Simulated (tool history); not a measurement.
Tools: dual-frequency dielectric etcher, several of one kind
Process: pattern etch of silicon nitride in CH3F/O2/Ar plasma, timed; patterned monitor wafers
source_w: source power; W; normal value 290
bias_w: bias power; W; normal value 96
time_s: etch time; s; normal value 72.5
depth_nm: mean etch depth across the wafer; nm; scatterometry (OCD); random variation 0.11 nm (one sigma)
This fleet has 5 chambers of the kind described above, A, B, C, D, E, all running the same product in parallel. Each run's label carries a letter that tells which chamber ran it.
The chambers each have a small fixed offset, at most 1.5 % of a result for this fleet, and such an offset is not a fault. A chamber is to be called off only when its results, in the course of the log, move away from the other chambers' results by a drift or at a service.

run	hour	source_w	bias_w	time_s	hours since the last wet clean	hours since the last source power generator calibration	hours since the last bias power generator calibration	read-back reference wafer on the same gauge, depth_nm	depth_nm
1A	4.4	290	96	72.5	235.7	4086.4	1995.4	50.297	49.481
2D	11.4	290	96	72.5	420.8	1939.4	2836.9	50.285	49.775
3E	15.5	290	96	72.5	459.0	847.7	991.0	50.293	50.190
4B	19.9	290	96	72.5	371.7	427.1	1508.0	50.301	49.371
5C	25.3	290	96	72.5	235.0	4586.4	110.1	50.277	50.065
6D	29.9	290	96	88.5	439.3	1957.9	2855.4	50.338	60.552
7A	34.5	290	96	88.5	265.8	4116.5	2025.5	50.278	60.589
8E	38.8	290	96	88.5	482.3	871.0	1014.3	50.304	61.634
9C	45.9	290	96	88.5	255.6	4607.0	130.7	50.321	61.121
10B	51.3	290	96	88.5	403.1	458.5	1539.4	50.312	60.325
11B	55.5	290	96	72.5	407.3	462.7	1543.6	50.312	49.145
12A	59.5	230	96	72.5	290.8	4141.5	2050.5	50.314	45.627
13D	65.9	230	96	72.5	475.3	1993.9	2891.4	50.292	45.724
14E	70.6	230	96	72.5	514.1	902.8	1046.1	50.310	45.982
15C	76.0	230	96	72.5	285.7	4637.1	160.8	50.326	45.991
16E	80.8	230	96	72.5	524.3	913.0	1056.3	50.298	45.801
17B	84.4	290	77	72.5	436.2	491.6	1572.5	50.290	45.678
18A	89.5	290	77	72.5	320.8	4171.5	2080.5	50.284	45.833
19D	96.9	290	77	72.5	506.3	2024.9	2922.4	50.333	45.794
# hour 99.2: chamber D: wet clean of the chamber
20C	104.1	290	77	72.5	313.8	4665.2	188.9	50.290	46.315
21B	109.2	290	77	72.5	461.0	516.4	1597.3	50.295	45.671
# hour 111.8: chamber E: wet clean of the chamber
22C	113.3	290	96	72.5	323.0	4674.4	198.1	50.304	49.837
# hour 116.8: chamber C: wet clean of the chamber
23A	119.4	290	96	72.5	350.7	4201.4	2110.4	50.290	49.605
24E	123.6	290	96	72.5	11.9	955.8	1099.1	50.323	50.116
25D	130.0	290	96	72.5	30.9	2058.0	2955.5	50.319	49.310
26C	133.7	290	96	72.5	16.9	4694.8	218.5	50.335	50.116
27D	140.2	290	96	79.0	41.1	2068.2	2965.7	50.310	53.626
28E	146.0	290	96	79.0	34.3	978.2	1121.5	50.288	54.772
29A	151.8	290	96	79.0	383.1	4233.8	2142.8	50.288	53.938
30B	155.7	290	96	79.0	507.5	562.9	1643.8	50.316	53.777

Predict what each chamber gives when all 5 of them run the settings below next.
31A	161.1	310	96	72.5					?
31B	161.1	310	96	72.5					?
31C	161.1	310	96	72.5					?
31D	161.1	310	96	72.5					?
31E	161.1	310	96	72.5					?

run	depth_nm
31A	51.106
31B	50.416
31C	51.059
31D	50.234
31E	51.423
